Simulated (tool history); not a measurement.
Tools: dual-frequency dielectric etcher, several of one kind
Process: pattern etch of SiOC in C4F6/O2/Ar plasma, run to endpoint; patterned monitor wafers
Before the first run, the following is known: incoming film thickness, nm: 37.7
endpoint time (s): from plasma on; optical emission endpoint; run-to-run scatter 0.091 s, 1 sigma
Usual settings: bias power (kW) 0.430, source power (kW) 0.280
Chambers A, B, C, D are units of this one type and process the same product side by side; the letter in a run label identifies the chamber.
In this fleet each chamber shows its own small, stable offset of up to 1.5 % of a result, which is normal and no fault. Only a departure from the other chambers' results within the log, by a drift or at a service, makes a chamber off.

run,hour,bias power (kW),source power (kW),endpoint time (s)
1B,3.4,0.430,0.280,15.395
2D,9.5,0.430,0.280,15.307
3A,16.8,0.430,0.280,15.298
4C,20.5,0.430,0.280,15.546
5D,27.2,0.430,0.280,15.202
6A,33.2,0.430,0.280,15.267
7B,40.1,0.332,0.240,17.920
8C,47.0,0.332,0.240,18.245
9B,53.3,0.332,0.240,17.921
# hour 57.0: chamber C: wet clean of the chamber
# hour 58.8: chamber B: wet clean of the chamber
10A,60.1,0.332,0.240,17.640
11C,67.2,0.430,0.280,15.560
12D,74.5,0.430,0.280,15.224
13D,81.2,0.430,0.280,15.255
14A,86.2,0.430,0.280,15.223
15C,91.8,0.430,0.280,15.411
16B,95.1,0.430,0.280,15.229
17A,99.1,0.430,0.280,15.247
18B,103.5,0.430,0.280,15.173
19C,106.8,0.430,0.280,15.565
20D,111.3,0.430,0.280,15.327
# hour 112.6: chamber B: bias power generator calibrated
21D,115.4,0.430,0.280,15.233
22B,119.6,0.430,0.280,15.345
23C,123.1,0.430,0.280,15.676
24A,127.7,0.430,0.280,15.132
25D,133.1,0.430,0.280,15.290
26A,138.8,0.430,0.280,15.133
27C,144.3,0.430,0.280,15.499
28B,151.2,0.430,0.280,15.308
29A,155.3,0.430,0.280,15.357
30B,162.2,0.430,0.280,15.150
31D,166.1,0.430,0.280,15.422

Predict what each chamber gives when all 4 of them run the settings below next.
32A,171.4,0.430,0.280,?
32B,171.4,0.430,0.280,?
32C,171.4,0.430,0.280,?
32D,171.4,0.430,0.280,?

run,endpoint time (s)
32A,15.344
32B,15.397
32C,15.543
32D,15.213
